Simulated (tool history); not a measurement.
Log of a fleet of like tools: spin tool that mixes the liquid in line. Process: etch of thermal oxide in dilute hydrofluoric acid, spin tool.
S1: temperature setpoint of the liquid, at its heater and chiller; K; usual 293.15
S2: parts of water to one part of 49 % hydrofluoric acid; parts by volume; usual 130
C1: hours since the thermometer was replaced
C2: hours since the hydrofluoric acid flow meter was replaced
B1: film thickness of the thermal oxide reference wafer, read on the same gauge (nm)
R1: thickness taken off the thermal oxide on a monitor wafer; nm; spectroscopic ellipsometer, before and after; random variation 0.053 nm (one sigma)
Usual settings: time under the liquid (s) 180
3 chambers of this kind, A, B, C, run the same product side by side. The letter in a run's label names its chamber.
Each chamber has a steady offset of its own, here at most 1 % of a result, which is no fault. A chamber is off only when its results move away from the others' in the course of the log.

run 1B day=0.158 | S1=293.15 S2=130 time_under_the_liquid_(s)=180 | C1=683.6 C2=461.8 | B1=79.982 | R1=5.2549
run 2C day=0.425 | S1=293.15 S2=130 time_under_the_liquid_(s)=180 | C1=119.0 C2=119.7 | B1=79.982 | R1=5.3290
run 3A day=0.575 | S1=293.15 S2=130 time_under_the_liquid_(s)=180 | C1=112.8 C2=573.5 | B1=80.008 | R1=5.2208
run 4C day=0.746 | S1=293.15 S2=130 time_under_the_liquid_(s)=180 | C1=126.7 C2=127.4 | B1=79.998 | R1=5.3572
run 5B day=1.017 | S1=293.15 S2=130 time_under_the_liquid_(s)=180 | C1=704.2 C2=482.4 | B1=79.977 | R1=5.2160
run 6A day=1.292 | S1=293.15 S2=130 time_under_the_liquid_(s)=180 | C1=130.0 C2=590.7 | B1=80.022 | R1=5.3776
run 7C day=1.488 | S1=293.15 S2=130 time_under_the_liquid_(s)=180 | C1=144.5 C2=145.2 | B1=80.014 | R1=5.2578
run 8B day=1.808 | S1=293.15 S2=130 time_under_the_liquid_(s)=180 | C1=723.2 C2=501.4 | B1=80.010 | R1=5.3131
run 9A day=2.121 | S1=293.15 S2=130 time_under_the_liquid_(s)=180 | C1=149.9 C2=610.6 | B1=80.007 | R1=5.5017
run 10B day=2.333 | S1=293.15 S2=105 time_under_the_liquid_(s)=180 | C1=735.8 C2=514.0 | B1=80.021 | R1=6.6856
run 11A day=2.596 | S1=293.15 S2=105 time_under_the_liquid_(s)=180 | C1=161.3 C2=622.0 | B1=80.009 | R1=7.0275
run 12C day=2.825 | S1=293.15 S2=105 time_under_the_liquid_(s)=180 | C1=176.6 C2=177.3 | B1=80.014 | R1=6.7410
run 13A day=3.025 | S1=293.15 S2=130 time_under_the_liquid_(s)=180 | C1=171.6 C2=632.3 | B1=80.001 | R1=5.5028
run 14B day=3.325 | S1=293.15 S2=130 time_under_the_liquid_(s)=180 | C1=759.6 C2=537.8 | B1=79.992 | R1=5.3136
run 15C day=3.604 | S1=293.15 S2=130 time_under_the_liquid_(s)=180 | C1=195.3 C2=196.0 | B1=80.014 | R1=5.3202
run 16A day=3.867 | S1=293.15 S2=130 time_under_the_liquid_(s)=180 | C1=191.8 C2=652.5 | B1=79.990 | R1=5.6538
run 17B day=4.042 | S1=293.15 S2=130 time_under_the_liquid_(s)=180 | C1=776.8 C2=555.0 | B1=80.039 | R1=5.2622
run 18C day=4.333 | S1=293.15 S2=130 time_under_the_liquid_(s)=180 | C1=212.8 C2=213.5 | B1=79.999 | R1=5.4266
run 19A day=4.642 | S1=293.15 S2=130 time_under_the_liquid_(s)=180 | C1=210.4 C2=671.1 | B1=80.019 | R1=5.7368
run 20C day=4.946 | S1=293.15 S2=130 time_under_the_liquid_(s)=180 | C1=227.5 C2=228.2 | B1=79.993 | R1=5.3964
run 21B day=5.262 | S1=293.15 S2=130 time_under_the_liquid_(s)=180 | C1=806.1 C2=584.3 | B1=79.987 | R1=5.3321
run 22C day=5.462 | S1=297.15 S2=130 time_under_the_liquid_(s)=180 | C1=239.9 C2=240.6 | B1=79.956 | R1=6.2216
run 23A day=5.683 | S1=297.15 S2=130 time_under_the_liquid_(s)=180 | C1=235.4 C2=696.1 | B1=79.999 | R1=6.8788
run 24B day=5.846 | S1=297.15 S2=130 time_under_the_liquid_(s)=180 | C1=820.1 C2=598.3 | B1=80.003 | R1=6.2248
run 25C day=6.112 | S1=293.15 S2=130 time_under_the_liquid_(s)=180 | C1=255.5 C2=256.2 | B1=79.998 | R1=5.3826
run 26A day=6.317 | S1=293.15 S2=130 time_under_the_liquid_(s)=180 | C1=250.6 C2=711.3 | B1=79.999 | R1=6.0187

All 3 chambers run these settings next. Forecast each chamber's results:
run 27A day=6.554 | S1=293.15 S2=130 time_under_the_liquid_(s)=230 | R1=?
run 27B day=6.554 | S1=293.15 S2=130 time_under_the_liquid_(s)=230 | R1=?
run 27C day=6.554 | S1=293.15 S2=130 time_under_the_liquid_(s)=230 | R1=?

run=27A R1=7.6599
run=27B R1=6.8299
run=27C R1=6.8804

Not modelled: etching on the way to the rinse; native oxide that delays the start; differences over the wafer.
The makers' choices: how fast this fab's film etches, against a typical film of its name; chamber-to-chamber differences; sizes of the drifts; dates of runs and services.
